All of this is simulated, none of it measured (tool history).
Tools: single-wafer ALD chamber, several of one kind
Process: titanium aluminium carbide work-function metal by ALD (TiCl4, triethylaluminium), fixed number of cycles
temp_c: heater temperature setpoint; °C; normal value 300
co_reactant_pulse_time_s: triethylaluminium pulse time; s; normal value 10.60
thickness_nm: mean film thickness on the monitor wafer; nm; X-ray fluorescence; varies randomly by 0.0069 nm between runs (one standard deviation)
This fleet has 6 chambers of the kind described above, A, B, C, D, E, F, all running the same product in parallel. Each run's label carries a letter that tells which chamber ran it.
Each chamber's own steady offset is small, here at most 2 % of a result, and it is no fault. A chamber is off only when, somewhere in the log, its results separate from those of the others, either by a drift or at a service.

run   hour  temp_c  co_reactant_pulse_time_s  hours since the last thermocouple change  hours since the last triethylaluminium bottle change  read-back reference wafer on the same gauge, thickness_nm  thickness_nm
 1B    6.3     300                     10.60                                     563.2                                                  66.8                                                     1.8210        2.0107
 2A   11.0     300                     10.60                                     602.7                                                 123.4                                                     1.8191        2.0072
 3D   15.0     300                     10.60                                    1210.1                                                 105.7                                                     1.8184        1.9709
 4F   19.6     300                     10.60                                    1437.4                                                 543.9                                                     1.8199        1.9968
 5E   22.6     300                     10.60                                    2127.0                                                 932.8                                                     1.8195        2.0201
 6C   27.9     300                     10.60                                     384.8                                                  60.9                                                     1.8189        2.0217
 7A   33.8     295                      7.58                                     625.5                                                 146.2                                                     1.8196        1.8752
 8F   40.8     295                      7.58                                    1458.6                                                 565.1                                                     1.8214        1.8649
 9C   45.6     295                      7.58                                     402.5                                                  78.6                                                     1.8203        1.8832
10D   50.2     295                      7.58                                    1245.3                                                 140.9                                                     1.8191        1.8508
11E   54.1     295                      7.58                                    2158.5                                                 964.3                                                     1.8191        1.8876
12B   60.7     295                      7.58                                     617.6                                                 121.2                                                     1.8209        1.8598
13D   64.5     314                     10.60                                    1259.6                                                 155.2                                                     1.8214        2.1115
14C   71.0     314                     10.60                                     427.9                                                 104.0                                                     1.8208        2.1378
15A   76.0     314                     10.60                                     667.7                                                 188.4                                                     1.8193        2.1203
16B   80.0     314                     10.60                                     636.9                                                 140.5                                                     1.8212        2.1196
17E   85.3     314                     10.60                                    2189.7                                                 995.5                                                     1.8202        2.1436
18F   91.1     314                     10.60                                    1508.9                                                 615.4                                                     1.8184        2.1143
19E   95.3     300                     10.60                                    2199.7                                                1005.5                                                     1.8193        2.0222
20B  100.3     300                     10.60                                     657.2                                                 160.8                                                     1.8212        2.0019
21C  104.6     314                     10.60                                     461.5                                                 137.6                                                     1.8181        2.1456
22A  108.2     314                     10.60                                     699.9                                                 220.6                                                     1.8207        2.1446
23D  114.8     314                     10.60                                    1309.9                                                 205.5                                                     1.8212        2.0976
24F  117.9     314                     10.60                                    1535.7                                                 642.2                                                     1.8210        2.1254
25C  122.8     314                     10.60                                     479.7                                                 155.8                                                     1.8195        2.1539
26B  125.9     314                     10.60                                     682.8                                                 186.4                                                     1.8200        2.1281
27A  129.7     300                     10.60                                     721.4                                                 242.1                                                     1.8201        2.0021
28E  133.2     300                     10.60                                    2237.6                                                1043.4                                                     1.8201        2.0365
29D  138.7     300                     10.60                                    1333.8                                                 229.4                                                     1.8198        1.9803
30F  143.0     300                     10.60                                    1560.8                                                 667.3                                                     1.8201        1.9800
31D  149.7     300                     10.60                                    1344.8                                                 240.4                                                     1.8218        1.9819
32B  155.7     300                     10.60                                     712.6                                                 216.2                                                     1.8202        1.9981
33E  162.0     300                     10.60                                    2266.4                                                1072.2                                                     1.8206        2.0252
34F  167.7     289                     12.93                                    1585.5                                                 692.0                                                     1.8188        1.9269
35C  171.3     289                     12.93                                     528.2                                                 204.3                                                     1.8202        1.9500
36A  176.1     289                     12.93                                     767.8                                                 288.5                                                     1.8190        1.9430
37F  179.6     289                     12.93                                    1597.4                                                 703.9                                                     1.8206        1.9223
38C  185.4     289                     12.93                                     542.3                                                 218.4                                                     1.8200        1.9513
39E  192.3     289                     12.93                                    2296.7                                                1102.5                                                     1.8188        1.9643
40B  196.5     300                     10.60                                     753.4                                                 257.0                                                     1.8190        2.0044
41A  201.0     300                     10.60                                     792.7                                                 313.4                                                     1.8200        2.0127
42D  206.7     300                     10.60                                    1401.8                                                 297.4                                                     1.8208        1.9661
43B  210.9     300                     10.60                                     767.8                                                 271.4                                                     1.8212        1.9938
44E  216.4     300                     10.60                                    2320.8                                                1126.6                                                     1.8218        2.0246

All 6 chambers run these settings next. Forecast each chamber's results:
45A  221.4     293                     10.60                                                                                                                                                                        ?
45B  221.4     293                     10.60                                                                                                                                                                        ?
45C  221.4     293                     10.60                                                                                                                                                                        ?
45D  221.4     293                     10.60                                                                                                                                                                        ?
45E  221.4     293                     10.60                                                                                                                                                                        ?
45F  221.4     293                     10.60                                                                                                                                                                        ?

run  thickness_nm
45A        1.9530
45B        1.9537
45C        1.9485
45D        1.9077
45E        1.9643
45F        1.9350

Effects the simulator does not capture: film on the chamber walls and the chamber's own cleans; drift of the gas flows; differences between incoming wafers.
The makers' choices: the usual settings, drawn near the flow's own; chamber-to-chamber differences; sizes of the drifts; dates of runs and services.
